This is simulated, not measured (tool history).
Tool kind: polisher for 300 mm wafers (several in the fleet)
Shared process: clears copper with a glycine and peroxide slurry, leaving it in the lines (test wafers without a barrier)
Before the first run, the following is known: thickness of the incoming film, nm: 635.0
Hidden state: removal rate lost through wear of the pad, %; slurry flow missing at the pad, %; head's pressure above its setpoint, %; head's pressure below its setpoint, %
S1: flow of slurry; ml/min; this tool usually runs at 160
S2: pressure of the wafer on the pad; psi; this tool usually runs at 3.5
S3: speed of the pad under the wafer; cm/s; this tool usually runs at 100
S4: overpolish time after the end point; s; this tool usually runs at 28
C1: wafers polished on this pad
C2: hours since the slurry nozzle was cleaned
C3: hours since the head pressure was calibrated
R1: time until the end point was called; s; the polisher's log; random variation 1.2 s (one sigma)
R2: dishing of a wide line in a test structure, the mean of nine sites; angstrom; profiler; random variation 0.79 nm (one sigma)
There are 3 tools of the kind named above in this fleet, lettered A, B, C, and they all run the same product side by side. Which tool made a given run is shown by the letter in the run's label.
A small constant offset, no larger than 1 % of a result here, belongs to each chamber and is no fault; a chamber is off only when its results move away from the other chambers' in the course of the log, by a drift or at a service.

Run 1C, hour 7.8: usual settings; C1 99; C2 227.5; C3 256.1. Result: R1 90.970 s, R2 593.85 angstrom.
Run 2B, hour 15.9: usual settings; C1 669; C2 479.7; C3 133.5. Result: R1 90.471 s, R2 573.16 angstrom.
At hour 22.0: chamber A: slurry nozzle cleaned.
At hour 24.3: chamber C: slurry nozzle cleaned.
Run 3A, hour 26.5: usual settings; C1 578; C2 4.5; C3 421.3. Result: R1 89.395 s, R2 585.59 angstrom.
Run 4A, hour 32.6: usual settings; C1 635; C2 10.6; C3 427.4. Result: R1 88.998 s, R2 578.01 angstrom.
At hour 38.5: chamber B: worn pad replaced by a new one.
Run 5C, hour 39.4: usual settings; C1 395; C2 15.2; C3 287.7. Result: R1 87.825 s, R2 584.46 angstrom.
At hour 44.2: chamber A: worn pad replaced by a new one.
Run 6B, hour 49.7: usual settings but S3 134 cm/s; C1 104; C2 513.5; C3 167.3. Result: R1 68.469 s, R2 597.44 angstrom.
Run 7A, hour 59.8: usual settings but S3 134 cm/s; C1 146; C2 37.8; C3 454.6. Result: R1 68.540 s, R2 590.08 angstrom.
At hour 60.4: chamber C: worn pad replaced by a new one.
Run 8C, hour 68.4: usual settings but S3 134 cm/s; C1 75; C2 44.2; C3 316.7. Result: R1 70.178 s, R2 601.26 angstrom.
Run 9B, hour 79.3: usual settings; C1 381; C2 543.1; C3 196.9. Result: R1 90.128 s, R2 592.94 angstrom.
Run 10A, hour 86.7: usual settings but S1 195 ml/min, S3 74 cm/s; C1 397; C2 64.7; C3 481.5. Result: R1 113.640 s, R2 568.43 angstrom.
Run 11B, hour 95.0: usual settings but S1 195 ml/min, S3 74 cm/s; C1 528; C2 558.8; C3 212.6. Result: R1 111.240 s, R2 555.18 angstrom.
Run 12C, hour 105.4: usual settings but S1 195 ml/min, S3 74 cm/s; C1 421; C2 81.2; C3 353.7. Result: R1 112.880 s, R2 572.23 angstrom.
Run 13C, hour 112.0: usual settings; C1 482; C2 87.8; C3 360.3. Result: R1 89.918 s, R2 587.67 angstrom.
At hour 120.8: chamber A: worn pad replaced by a new one.
Run 14A, hour 121.3: usual settings; C1 4; C2 99.3; C3 516.1. Result: R1 89.383 s, R2 580.17 angstrom.
At hour 130.3: chamber C: worn pad replaced by a new one.
Run 15B, hour 131.7: usual settings but S4 18 s; C1 871; C2 595.5; C3 249.3. Result: R1 89.448 s, R2 507.49 angstrom.
Run 16C, hour 137.7: usual settings but S4 18 s; C1 69; C2 113.5; C3 386.0. Result: R1 88.524 s, R2 505.34 angstrom.
At hour 150.5: chamber B: worn pad replaced by a new one.
Run 17B, hour 151.2: usual settings but S4 18 s; C1 7; C2 615.0; C3 268.8. Result: R1 91.230 s, R2 505.38 angstrom.
At hour 156.7: chamber B: head pressure recalibrated.
Run 18A, hour 159.9: usual settings; C1 365; C2 137.9; C3 554.7. Result: R1 91.492 s, R2 589.48 angstrom.
Run 19B, hour 173.1: usual settings; C1 211; C2 636.9; C3 16.5. Result: R1 98.583 s, R2 566.32 angstrom.
Run 20C, hour 180.1: usual settings; C1 465; C2 155.9; C3 428.4. Result: R1 88.646 s, R2 583.97 angstrom.
Run 21A, hour 187.5: usual settings; C1 623; C2 165.5; C3 582.3. Result: R1 90.154 s, R2 574.78 angstrom.
At hour 193.0: chamber A: worn pad replaced by a new one.
At hour 193.6: chamber C: worn pad replaced by a new one.
Run 22A, hour 195.8: usual settings; C1 27; C2 173.8; C3 590.6. Result: R1 88.816 s, R2 584.97 angstrom.
Run 23C, hour 204.2: usual settings but S2 2.9 psi, S4 36 s; C1 99; C2 180.0; C3 452.5. Result: R1 105.870 s, R2 585.02 angstrom.
Run 24B, hour 217.9: usual settings but S2 2.9 psi, S4 36 s; C1 630; C2 681.7; C3 61.3. Result: R1 117.330 s, R2 564.21 angstrom.
Run 25A, hour 226.9: usual settings but S2 2.9 psi, S4 36 s; C1 317; C2 204.9; C3 621.7. Result: R1 104.280 s, R2 600.82 angstrom.
Run 26C, hour 238.6: usual settings; C1 420; C2 214.4; C3 486.9. Result: R1 89.219 s, R2 579.82 angstrom.
Run 27B, hour 246.6: usual settings; C1 898; C2 710.4; C3 90.0. Result: R1 100.580 s, R2 583.26 angstrom.
At hour 249.5: chamber C: slurry nozzle cleaned.
At hour 253.3: chamber B: worn pad replaced by a new one.
At hour 255.1: chamber C: worn pad replaced by a new one.
Run 28C, hour 258.0: usual settings; C1 27; C2 8.5; C3 506.3. Result: R1 88.973 s, R2 593.95 angstrom.
Run 29A, hour 267.7: usual settings; C1 698; C2 245.7; C3 662.5. Result: R1 88.734 s, R2 582.75 angstrom.
At hour 268.1: chamber A: worn pad replaced by a new one.
Run 30B, hour 276.4: usual settings but S4 18 s; C1 216; C2 740.2; C3 119.8. Result: R1 98.366 s, R2 477.72 angstrom.
Run 31B, hour 289.8: usual settings but S4 18 s; C1 341; C2 753.6; C3 133.2. Result: R1 98.709 s, R2 494.33 angstrom.
Run 32A, hour 296.3: usual settings but S4 18 s; C1 264; C2 274.3; C3 691.1. Result: R1 92.600 s, R2 510.76 angstrom.
Run 33C, hour 305.1: usual settings; C1 468; C2 55.6; C3 553.4. Result: R1 88.834 s, R2 599.54 angstrom.
Run 34A, hour 311.7: usual settings; C1 407; C2 289.7; C3 706.5. Result: R1 90.639 s, R2 564.81 angstrom.
Run 35B, hour 320.3: usual settings; C1 626; C2 784.1; C3 163.7. Result: R1 99.804 s, R2 561.44 angstrom.

Each of the 3 chambers runs these same settings next. Fill in every chamber's results:
Run 36A, hour 330.0: usual settings. Result: R1 ?, R2 ?.
Run 36B, hour 330.0: usual settings. Result: R1 ?, R2 ?.
Run 36C, hour 330.0: usual settings. Result: R1 ?, R2 ?.

run      R1      R2
36A  90.018  579.12
36B  96.274  564.81
36C  89.225  590.12

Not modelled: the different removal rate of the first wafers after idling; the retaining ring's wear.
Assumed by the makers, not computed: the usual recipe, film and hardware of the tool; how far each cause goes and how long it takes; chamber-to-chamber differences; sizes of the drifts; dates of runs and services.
